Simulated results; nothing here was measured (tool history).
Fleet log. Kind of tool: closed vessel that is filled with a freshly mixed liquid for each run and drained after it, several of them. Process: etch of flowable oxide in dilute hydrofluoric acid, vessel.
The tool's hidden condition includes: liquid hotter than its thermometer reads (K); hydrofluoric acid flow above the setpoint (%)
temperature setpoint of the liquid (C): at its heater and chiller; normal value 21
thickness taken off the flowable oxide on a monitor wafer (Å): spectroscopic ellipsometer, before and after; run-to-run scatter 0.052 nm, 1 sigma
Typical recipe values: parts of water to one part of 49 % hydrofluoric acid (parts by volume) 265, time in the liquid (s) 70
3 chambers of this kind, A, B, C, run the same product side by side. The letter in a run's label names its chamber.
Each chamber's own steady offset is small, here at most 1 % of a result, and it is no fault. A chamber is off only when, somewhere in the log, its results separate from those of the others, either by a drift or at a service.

run	day	temperature setpoint of the liquid (C)	parts of water to one part of 49 % hydrofluoric acid (parts by volume)	time in the liquid (s)	hours since the thermometer was replaced	hours since the hydrofluoric acid flow meter was replaced	read-back film thickness of the flowable oxide reference wafer, read on the same gauge (nm)	thickness taken off the flowable oxide on a monitor wafer (Å)
1C	0.167	21	265	70	2264.0	772.1	39.996	71.996
2A	0.296	21	265	70	1238.3	184.4	40.025	72.722
3B	0.429	21	265	70	760.9	205.5	39.999	72.368
4A	0.600	21	265	70	1245.6	191.7	39.987	72.486
5B	0.733	18	265	70	768.2	212.8	40.025	65.267
6C	0.879	18	265	70	2281.1	789.2	39.964	64.465
7C	0.983	18	265	70	2283.6	791.7	40.024	64.121
8B	1.071	21	265	70	776.3	220.9	39.977	72.490
9A	1.158	21	325	105	1259.0	205.1	39.977	83.891
10A	1.292	21	325	105	1262.2	208.3	39.996	84.131
11B	1.442	21	325	105	785.2	229.8	40.007	84.140
12C	1.600	21	265	70	2298.4	806.5	39.977	71.639
13C	1.733	21	265	70	2301.6	809.7	39.979	71.798
14A	1.825	21	265	70	1275.0	221.1	39.974	72.653
15B	1.967	21	265	70	797.8	242.4	40.018	74.525
16C	2.071	21	265	70	2309.7	817.8	40.009	71.858
17B	2.238	21	265	70	804.3	248.9	40.050	74.610
18A	2.321	21	265	70	1286.9	233.0	39.985	72.071
19A	2.429	21	265	70	1289.5	235.6	39.978	72.512
20B	2.504	21	265	70	810.7	255.3	39.932	75.311
21C	2.617	21	265	70	2322.8	830.9	40.001	71.372
22A	2.721	21	265	70	1296.5	242.6	40.016	72.220
23B	2.879	21	265	70	819.7	264.3	40.046	75.370
24C	3.050	21	265	70	2333.2	841.3	39.974	71.689
25A	3.167	21	265	70	1307.2	253.3	40.045	72.536
26C	3.308	21	265	70	2339.4	847.5	39.973	71.009
27B	3.446	21	265	70	833.3	277.9	40.046	76.655
28C	3.558	21	265	70	2345.4	853.5	40.008	71.664
29B	3.658	21	265	70	838.4	283.0	39.980	76.222
30A	3.771	21	265	70	1321.7	267.8	40.020	71.967

For the next run the whole fleet of 3 chambers uses the same settings. Give each chamber's results:
31A	3.900	21	265	70				?
31B	3.900	21	265	70				?
31C	3.900	21	265	70				?

run	thickness taken off the flowable oxide on a monitor wafer (Å)
31A	72.413
31B	76.773
31C	72.563
